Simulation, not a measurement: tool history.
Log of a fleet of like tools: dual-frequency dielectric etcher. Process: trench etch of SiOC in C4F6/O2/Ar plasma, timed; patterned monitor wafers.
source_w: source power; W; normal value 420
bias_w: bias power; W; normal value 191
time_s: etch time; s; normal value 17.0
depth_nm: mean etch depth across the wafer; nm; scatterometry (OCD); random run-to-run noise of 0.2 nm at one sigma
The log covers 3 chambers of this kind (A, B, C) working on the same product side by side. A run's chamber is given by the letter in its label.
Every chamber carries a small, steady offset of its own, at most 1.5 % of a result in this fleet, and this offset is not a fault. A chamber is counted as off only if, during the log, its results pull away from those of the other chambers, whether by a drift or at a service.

run	hour	source_w	bias_w	time_s	hours since the last wet clean	hours since the last source power generator calibration	hours since the last bias power generator calibration	read-back reference wafer on the same gauge, depth_nm	depth_nm
1B	4.8	420	191	17.0	314.9	530.1	1605.8	30.499	36.758
2C	7.8	420	191	17.0	213.1	403.7	3013.5	30.470	36.629
3A	12.4	420	191	17.0	50.6	2009.9	1400.0	30.467	36.799
4A	17.3	420	191	17.0	55.5	2014.8	1404.9	30.542	36.716
5B	19.6	420	191	17.0	329.7	544.9	1620.6	30.498	36.635
6C	24.2	420	191	17.0	229.5	420.1	3029.9	30.531	35.965
7A	28.3	420	191	17.0	66.5	2025.8	1415.9	30.514	36.774
8B	32.2	420	191	17.0	342.3	557.5	1633.2	30.493	36.673
# hour 36.3: chamber B: wet clean of the chamber
9C	37.1	420	191	17.0	242.4	433.0	3042.8	30.525	36.328
10B	41.0	420	191	17.0	4.7	566.3	1642.0	30.511	36.745
11C	44.1	420	191	17.0	249.4	440.0	3049.8	30.501	36.575
12A	46.7	420	191	17.0	84.9	2044.2	1434.3	30.533	37.015
13B	50.0	420	191	17.0	13.7	575.3	1651.0	30.487	37.136
14A	54.2	420	191	21.0	92.4	2051.7	1441.8	30.447	45.850
15C	58.3	420	191	21.0	263.6	454.2	3064.0	30.457	45.170
16B	63.1	420	191	21.0	26.8	588.4	1664.1	30.519	45.803
17A	66.7	420	191	17.0	104.9	2064.2	1454.3	30.524	37.312
18C	70.6	420	191	17.0	275.9	466.5	3076.3	30.532	36.178
19C	74.8	480	191	13.5	280.1	470.7	3080.5	30.498	30.241
20B	79.3	480	191	13.5	43.0	604.6	1680.3	30.485	30.848

Which is it: a chamber that has drifted or been left off by a service, a gauge drift common to all chambers, or only each chamber's usual small offset? If a chamber is off, name it and its likeliest cause.

The fleet is healthy, with each chamber sitting at its usual small offset and no drift in the gauge.
